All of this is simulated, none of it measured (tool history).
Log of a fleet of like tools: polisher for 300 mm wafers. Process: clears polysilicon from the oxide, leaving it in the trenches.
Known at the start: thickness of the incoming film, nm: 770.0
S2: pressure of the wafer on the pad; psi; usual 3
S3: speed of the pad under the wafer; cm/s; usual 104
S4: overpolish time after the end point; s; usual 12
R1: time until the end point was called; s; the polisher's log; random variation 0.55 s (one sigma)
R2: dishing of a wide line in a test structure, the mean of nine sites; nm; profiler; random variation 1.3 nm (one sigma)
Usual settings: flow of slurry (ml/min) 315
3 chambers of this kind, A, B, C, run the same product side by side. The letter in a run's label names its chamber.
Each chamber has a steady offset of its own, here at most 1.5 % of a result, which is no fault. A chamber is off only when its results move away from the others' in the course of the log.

-- hour=4.2 chamber C: worn pad replaced by a new one
run 1B hour=10.3 | flow_of_slurry_(ml/min)=315 S2=3 S3=104 S4=12 | R1=46.446 R2=81.122
run 2A hour=17.2 | flow_of_slurry_(ml/min)=315 S2=3 S3=104 S4=12 | R1=46.010 R2=81.830
run 3C hour=27.6 | flow_of_slurry_(ml/min)=315 S2=3 S3=104 S4=12 | R1=46.772 R2=79.456
run 4B hour=35.4 | flow_of_slurry_(ml/min)=315 S2=3 S3=104 S4=12 | R1=45.920 R2=81.230
run 5A hour=44.4 | flow_of_slurry_(ml/min)=315 S2=3 S3=104 S4=12 | R1=46.459 R2=78.435
-- hour=50.5 chamber B: slurry nozzle cleaned
run 6C hour=51.6 | flow_of_slurry_(ml/min)=315 S2=3 S3=104 S4=12 | R1=46.845 R2=80.273
run 7C hour=57.4 | flow_of_slurry_(ml/min)=315 S2=3 S3=104 S4=12 | R1=47.190 R2=80.899
run 8B hour=63.6 | flow_of_slurry_(ml/min)=315 S2=3 S3=104 S4=12 | R1=46.222 R2=80.234
run 9A hour=72.6 | flow_of_slurry_(ml/min)=315 S2=3 S3=104 S4=12 | R1=46.854 R2=80.198
-- hour=73.1 chamber A: worn pad replaced by a new one
-- hour=73.2 chamber B: worn pad replaced by a new one
run 10C hour=83.4 | flow_of_slurry_(ml/min)=315 S2=3 S3=78 S4=12 | R1=61.165 R2=72.156
run 11A hour=91.2 | flow_of_slurry_(ml/min)=315 S2=3 S3=78 S4=12 | R1=62.165 R2=74.248
run 12B hour=100.6 | flow_of_slurry_(ml/min)=315 S2=3 S3=78 S4=12 | R1=61.082 R2=73.845
run 13C hour=108.5 | flow_of_slurry_(ml/min)=420 S2=3 S3=104 S4=18 | R1=45.547 R2=85.815
run 14B hour=117.0 | flow_of_slurry_(ml/min)=420 S2=3 S3=104 S4=18 | R1=45.876 R2=84.350
run 15A hour=124.6 | flow_of_slurry_(ml/min)=420 S2=3 S3=104 S4=18 | R1=45.554 R2=86.751
-- hour=130.1 chamber C: worn pad replaced by a new one
run 16B hour=132.6 | flow_of_slurry_(ml/min)=315 S2=3 S3=104 S4=12 | R1=45.928 R2=80.462
run 17A hour=140.2 | flow_of_slurry_(ml/min)=315 S2=3 S3=104 S4=12 | R1=46.041 R2=80.823
run 18C hour=145.4 | flow_of_slurry_(ml/min)=315 S2=3 S3=104 S4=12 | R1=46.928 R2=77.919
run 19A hour=152.1 | flow_of_slurry_(ml/min)=315 S2=3 S3=104 S4=6 | R1=47.081 R2=60.531
run 20B hour=160.6 | flow_of_slurry_(ml/min)=315 S2=3 S3=104 S4=6 | R1=46.333 R2=59.131
-- hour=163.0 chamber C: slurry nozzle cleaned
run 21C hour=171.1 | flow_of_slurry_(ml/min)=315 S2=3 S3=104 S4=6 | R1=46.458 R2=60.064
run 22B hour=180.7 | flow_of_slurry_(ml/min)=315 S2=3 S3=104 S4=12 | R1=46.849 R2=79.252
run 23A hour=185.9 | flow_of_slurry_(ml/min)=315 S2=3 S3=104 S4=12 | R1=47.381 R2=80.590

Is one chamber off against the others, does the gauge drift, or is nothing wrong? If a chamber is off, say which, and what the likeliest cause is.

No chamber stands off beyond its own small offset, and the gauge holds steady.

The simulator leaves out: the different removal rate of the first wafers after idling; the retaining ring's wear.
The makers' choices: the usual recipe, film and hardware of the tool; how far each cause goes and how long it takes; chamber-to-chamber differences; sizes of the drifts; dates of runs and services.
